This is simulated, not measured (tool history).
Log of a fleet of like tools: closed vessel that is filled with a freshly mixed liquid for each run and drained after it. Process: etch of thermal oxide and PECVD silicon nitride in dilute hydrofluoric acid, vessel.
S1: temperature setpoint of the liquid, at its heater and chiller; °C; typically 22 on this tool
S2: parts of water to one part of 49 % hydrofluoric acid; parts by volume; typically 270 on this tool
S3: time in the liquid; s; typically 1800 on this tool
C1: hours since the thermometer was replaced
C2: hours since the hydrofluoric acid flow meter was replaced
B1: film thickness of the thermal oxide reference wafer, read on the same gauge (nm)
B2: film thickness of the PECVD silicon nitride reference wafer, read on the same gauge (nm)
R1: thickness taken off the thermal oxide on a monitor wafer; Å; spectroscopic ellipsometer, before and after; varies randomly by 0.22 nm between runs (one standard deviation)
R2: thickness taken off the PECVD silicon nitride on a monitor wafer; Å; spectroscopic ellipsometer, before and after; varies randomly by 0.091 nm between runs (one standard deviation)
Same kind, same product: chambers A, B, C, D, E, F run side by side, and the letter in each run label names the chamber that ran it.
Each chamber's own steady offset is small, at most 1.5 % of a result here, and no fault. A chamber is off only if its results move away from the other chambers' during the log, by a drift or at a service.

run,hour,S1,S2,S3,C1,C2,B1,B2,R1,R2
1C,6.3,22,270,1800,2085.7,246.6,59.973,40.007,241.75,135.20
2F,14.5,22,270,1800,45.2,887.1,60.003,39.969,243.44,137.88
3A,25.5,22,270,1800,480.5,291.3,60.018,40.005,240.17,135.36
4E,31.2,22,270,1800,2268.7,1071.7,59.995,39.987,235.78,135.04
5D,40.6,22,270,1800,1142.9,44.3,59.993,39.973,239.81,137.46
# hour 47.0: chamber B: thermometer replaced
6B,52.3,22,270,1800,5.3,1029.3,60.005,40.011,240.84,137.07
7C,65.0,22,270,1800,2144.4,305.3,59.998,40.006,236.25,135.07
8B,73.9,22,270,1800,26.9,1050.9,60.026,40.001,241.26,136.49
9A,79.5,22,270,1800,534.5,345.3,60.010,40.007,243.07,136.04
10D,85.1,22,270,1800,1187.4,88.8,59.996,40.017,242.59,137.60
11F,95.4,22,270,1800,126.1,968.0,59.984,39.994,244.79,137.88
12E,102.7,22,270,2685,2340.2,1143.2,59.970,39.989,353.76,200.10
13D,111.5,22,270,2685,1213.8,115.2,60.030,39.962,360.89,204.28
14F,117.4,22,270,2685,148.1,990.0,60.023,40.010,367.02,202.94
# hour 120.7: chamber B: hydrofluoric acid flow meter replaced
# hour 123.5: chamber F: hydrofluoric acid flow meter replaced
15B,124.2,22,270,2685,77.2,3.6,60.004,40.017,357.45,203.35
16E,133.6,22,270,2685,2371.1,1174.1,59.980,40.020,353.51,200.87
17A,143.5,22,270,2685,598.5,409.3,59.971,39.988,363.82,202.93
18C,149.9,22,270,1800,2229.3,390.2,59.982,39.995,237.73,135.37
19C,159.2,18,270,2475,2238.6,399.5,59.999,39.998,286.95,143.46
# hour 164.2: chamber A: thermometer replaced
20A,167.7,18,270,2475,3.5,433.5,59.998,40.004,282.92,145.63
21B,176.7,18,270,2475,129.7,56.1,60.012,39.975,284.93,145.78
# hour 178.7: chamber C: thermometer replaced
22E,188.6,18,270,2475,2426.1,1229.1,59.981,40.004,287.75,147.33
23F,199.2,18,270,2475,229.9,75.8,60.034,40.045,285.49,143.87
24D,206.3,18,270,2475,1308.6,210.0,59.963,40.009,290.43,145.43
25A,218.4,22,270,1800,54.2,484.2,59.992,39.989,240.66,136.27
26B,228.5,22,270,1800,181.5,107.9,59.996,40.003,241.03,137.61
27F,237.1,22,270,1800,267.8,113.7,60.026,40.012,238.61,136.10
28D,246.2,22,270,1800,1348.5,249.9,60.027,40.031,238.73,137.25
29C,258.6,22,270,1800,79.9,498.9,59.994,40.036,239.18,135.65
30E,268.9,22,270,1800,2506.4,1309.4,59.977,39.968,257.09,143.39
31A,274.4,22,270,1800,110.2,540.2,59.999,40.002,242.09,135.05
32B,285.4,22,270,1800,238.4,164.8,60.040,39.990,239.57,136.31
33C,293.0,22,270,1800,114.3,533.3,59.989,39.955,240.96,135.81
34F,299.4,22,270,1800,330.1,176.0,60.031,40.002,244.39,136.25
35E,305.5,22,270,1800,2543.0,1346.0,59.987,40.015,266.98,146.08
36D,311.6,22,270,1800,1413.9,315.3,59.975,39.987,243.52,138.19
37B,319.0,22,270,1800,272.0,198.4,59.986,40.031,238.00,136.32
38A,327.9,22,160,820,163.7,593.7,60.011,39.997,205.71,103.30

Is one chamber off against the others, does the gauge drift, or is nothing wrong? If a chamber is off, say which, and what the likeliest cause is.

It is chamber E that slowly wanders off from its peers.
Cause: hydrofluoric acid flow above the setpoint (%) = 10.9.

Below are 4 candidate recipes for chamber E's next run, each the usual settings with a change, their results shown as question marks. Which of them brings E's results back in line with what the other chambers give on the usual settings?
In line here means within this much of the mean the other chambers give on the usual settings: R1 7.60 Å; R2 3.20 Å
39E-1,337.1,22.0,280,1780,,,,,?,?
39E-2,337.1,22.5,290,1735,,,,,?,?
39E-3,337.1,21.5,250,1865,,,,,?,?
39E-4,337.1,22.0,260,1820,,,,,?,?

Other chambers, usual settings, mean: R1 241.17 Å; R2 136.29 Å
run,R1,R2
39E-1,253.38,141.82
39E-2,240.74,137.80
39E-3,299.32,160.63
39E-4,283.74,155.82
The answer is 39E-2, which returns the chamber to within the allowed miss of the others.
